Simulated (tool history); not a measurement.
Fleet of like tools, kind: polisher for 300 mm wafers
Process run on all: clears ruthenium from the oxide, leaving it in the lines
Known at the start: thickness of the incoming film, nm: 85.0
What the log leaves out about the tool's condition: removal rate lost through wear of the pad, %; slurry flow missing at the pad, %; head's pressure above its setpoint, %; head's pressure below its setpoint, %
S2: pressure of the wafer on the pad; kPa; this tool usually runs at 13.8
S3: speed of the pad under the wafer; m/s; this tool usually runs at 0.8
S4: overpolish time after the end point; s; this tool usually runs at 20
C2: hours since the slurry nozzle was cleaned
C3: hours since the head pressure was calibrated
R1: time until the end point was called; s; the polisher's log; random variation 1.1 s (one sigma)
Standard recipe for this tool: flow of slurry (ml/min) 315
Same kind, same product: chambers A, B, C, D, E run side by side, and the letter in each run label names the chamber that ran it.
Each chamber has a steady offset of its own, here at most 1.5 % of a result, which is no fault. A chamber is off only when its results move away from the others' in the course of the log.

run 1A hour=3.6 | flow_of_slurry_(ml/min)=315 S2=13.8 S3=0.8 S4=20 | wafers_polished_on_this_pad=598 C2=56.9 C3=304.1 | R1=106.69
run 2D hour=7.8 | flow_of_slurry_(ml/min)=315 S2=13.8 S3=0.8 S4=20 | wafers_polished_on_this_pad=362 C2=307.6 C3=948.6 | R1=106.3
-- hour=9.6 chamber B: worn pad replaced by a new one
run 3B hour=13.3 | flow_of_slurry_(ml/min)=315 S2=13.8 S3=0.8 S4=20 | wafers_polished_on_this_pad=33 C2=45.1 C3=416.2 | R1=108.35
run 4C hour=16.9 | flow_of_slurry_(ml/min)=315 S2=13.8 S3=0.8 S4=20 | wafers_polished_on_this_pad=475 C2=627.5 C3=152.5 | R1=107.1
-- hour=17.7 chamber A: worn pad replaced by a new one
run 5E hour=23 | flow_of_slurry_(ml/min)=315 S2=13.8 S3=0.8 S4=20 | wafers_polished_on_this_pad=866 C2=145.9 C3=204.5 | R1=107.66
-- hour=25.6 chamber E: worn pad replaced by a new one
run 6E hour=27.9 | flow_of_slurry_(ml/min)=405 S2=13.8 S3=0.8 S4=16 | wafers_polished_on_this_pad=21 C2=150.8 C3=209.4 | R1=104.32
run 7B hour=30.9 | flow_of_slurry_(ml/min)=405 S2=13.8 S3=0.8 S4=16 | wafers_polished_on_this_pad=189 C2=62.7 C3=433.8 | R1=105.72
run 8C hour=36.9 | flow_of_slurry_(ml/min)=405 S2=13.8 S3=0.8 S4=16 | wafers_polished_on_this_pad=652 C2=647.5 C3=172.5 | R1=105.76
run 9D hour=40.6 | flow_of_slurry_(ml/min)=405 S2=13.8 S3=0.8 S4=16 | wafers_polished_on_this_pad=653 C2=340.4 C3=981.4 | R1=103.31
-- hour=45.5 chamber D: head pressure recalibrated
run 10A hour=45.6 | flow_of_slurry_(ml/min)=405 S2=13.8 S3=0.8 S4=16 | wafers_polished_on_this_pad=248 C2=98.9 C3=346.1 | R1=106.7
run 11A hour=49.6 | flow_of_slurry_(ml/min)=315 S2=13.8 S3=0.8 S4=20 | wafers_polished_on_this_pad=283 C2=102.9 C3=350.1 | R1=106.59
-- hour=53.6 chamber C: worn pad replaced by a new one
run 12E hour=54.4 | flow_of_slurry_(ml/min)=315 S2=13.8 S3=0.8 S4=20 | wafers_polished_on_this_pad=256 C2=177.3 C3=235.9 | R1=104.91
run 13D hour=60.1 | flow_of_slurry_(ml/min)=315 S2=17.2 S3=0.8 S4=20 | wafers_polished_on_this_pad=826 C2=359.9 C3=14.7 | R1=91.159
run 14C hour=64 | flow_of_slurry_(ml/min)=315 S2=17.2 S3=0.8 S4=20 | wafers_polished_on_this_pad=92 C2=674.6 C3=199.6 | R1=86.63
run 15B hour=69.7 | flow_of_slurry_(ml/min)=315 S2=17.2 S3=0.8 S4=20 | wafers_polished_on_this_pad=533 C2=101.5 C3=472.6 | R1=84.962
run 16E hour=75.3 | flow_of_slurry_(ml/min)=315 S2=17.2 S3=0.8 S4=20 | wafers_polished_on_this_pad=441 C2=198.2 C3=256.8 | R1=84.941
-- hour=76.7 chamber B: worn pad replaced by a new one
run 17C hour=78 | flow_of_slurry_(ml/min)=315 S2=17.2 S3=0.8 S4=20 | wafers_polished_on_this_pad=216 C2=688.6 C3=213.6 | R1=87.375
run 18B hour=81.4 | flow_of_slurry_(ml/min)=315 S2=13.8 S3=0.8 S4=20 | wafers_polished_on_this_pad=42 C2=113.2 C3=484.3 | R1=107.03
run 19D hour=84.5 | flow_of_slurry_(ml/min)=315 S2=13.8 S3=0.8 S4=20 | wafers_polished_on_this_pad=1042 C2=384.3 C3=39.1 | R1=114.5
run 20A hour=88.4 | flow_of_slurry_(ml/min)=315 S2=13.8 S3=0.8 S4=20 | wafers_polished_on_this_pad=627 C2=141.7 C3=388.9 | R1=108.01
run 21D hour=91.3 | flow_of_slurry_(ml/min)=315 S2=13.8 S3=0.7 S4=9 | wafers_polished_on_this_pad=1102 C2=391.1 C3=45.9 | R1=127.62
-- hour=96.7 chamber D: worn pad replaced by a new one
run 22B hour=97.6 | flow_of_slurry_(ml/min)=315 S2=13.8 S3=0.7 S4=9 | wafers_polished_on_this_pad=185 C2=129.4 C3=500.5 | R1=120.96
run 23E hour=100.4 | flow_of_slurry_(ml/min)=315 S2=13.8 S3=0.7 S4=9 | wafers_polished_on_this_pad=663 C2=223.3 C3=281.9 | R1=122.61
-- hour=103.2 chamber A: worn pad replaced by a new one
run 24A hour=104 | flow_of_slurry_(ml/min)=315 S2=13.8 S3=0.7 S4=9 | wafers_polished_on_this_pad=7 C2=157.3 C3=404.5 | R1=121.45
run 25C hour=108.6 | flow_of_slurry_(ml/min)=315 S2=13.8 S3=0.7 S4=9 | wafers_polished_on_this_pad=488 C2=719.2 C3=244.2 | R1=124.7
-- hour=109.4 chamber D: slurry nozzle cleaned
run 26E hour=111.3 | flow_of_slurry_(ml/min)=315 S2=13.8 S3=0.8 S4=20 | wafers_polished_on_this_pad=760 C2=234.2 C3=292.8 | R1=108.44
run 27C hour=115.8 | flow_of_slurry_(ml/min)=315 S2=11 S3=0.8 S4=16 | wafers_polished_on_this_pad=552 C2=726.4 C3=251.4 | R1=136.43
run 28B hour=121.6 | flow_of_slurry_(ml/min)=315 S2=11 S3=0.8 S4=16 | wafers_polished_on_this_pad=398 C2=153.4 C3=524.5 | R1=131.6
run 29A hour=125.4 | flow_of_slurry_(ml/min)=315 S2=11 S3=0.8 S4=16 | wafers_polished_on_this_pad=197 C2=178.7 C3=425.9 | R1=135.97
-- hour=125.8 chamber E: worn pad replaced by a new one
-- hour=127.5 chamber C: worn pad replaced by a new one
run 30D hour=128.2 | flow_of_slurry_(ml/min)=315 S2=11 S3=0.8 S4=16 | wafers_polished_on_this_pad=279 C2=18.8 C3=82.8 | R1=143.75
run 31A hour=131.2 | flow_of_slurry_(ml/min)=315 S2=11 S3=0.8 S4=16 | wafers_polished_on_this_pad=248 C2=184.5 C3=431.7 | R1=132.43
run 32E hour=134.7 | flow_of_slurry_(ml/min)=315 S2=13.8 S3=0.8 S4=20 | wafers_polished_on_this_pad=79 C2=257.6 C3=316.2 | R1=104.56
run 33B hour=139.5 | flow_of_slurry_(ml/min)=315 S2=13.8 S3=0.8 S4=20 | wafers_polished_on_this_pad=557 C2=171.3 C3=542.4 | R1=106.87
run 34D hour=144.3 | flow_of_slurry_(ml/min)=315 S2=13.8 S3=0.8 S4=20 | wafers_polished_on_this_pad=422 C2=34.9 C3=98.9 | R1=115.32
run 35C hour=147.4 | flow_of_slurry_(ml/min)=315 S2=13.8 S3=0.8 S4=20 | wafers_polished_on_this_pad=176 C2=758 C3=283 | R1=109.67
-- hour=148 chamber E: head pressure recalibrated
run 36E hour=151.4 | flow_of_slurry_(ml/min)=315 S2=13.8 S3=0.8 S4=20 | wafers_polished_on_this_pad=227 C2=274.3 C3=3.4 | R1=105.74

Predict what each chamber gives when all 5 of them run the settings below next.
run 37A hour=155.9 | flow_of_slurry_(ml/min)=315 S2=13.8 S3=1.02 S4=20 | R1=?
run 37B hour=155.9 | flow_of_slurry_(ml/min)=315 S2=13.8 S3=1.02 S4=20 | R1=?
run 37C hour=155.9 | flow_of_slurry_(ml/min)=315 S2=13.8 S3=1.02 S4=20 | R1=?
run 37D hour=155.9 | flow_of_slurry_(ml/min)=315 S2=13.8 S3=1.02 S4=20 | R1=?
run 37E hour=155.9 | flow_of_slurry_(ml/min)=315 S2=13.8 S3=1.02 S4=20 | R1=?

run=37A R1=83.707
run=37B R1=83.411
run=37C R1=84.734
run=37D R1=88.574
run=37E R1=83.532
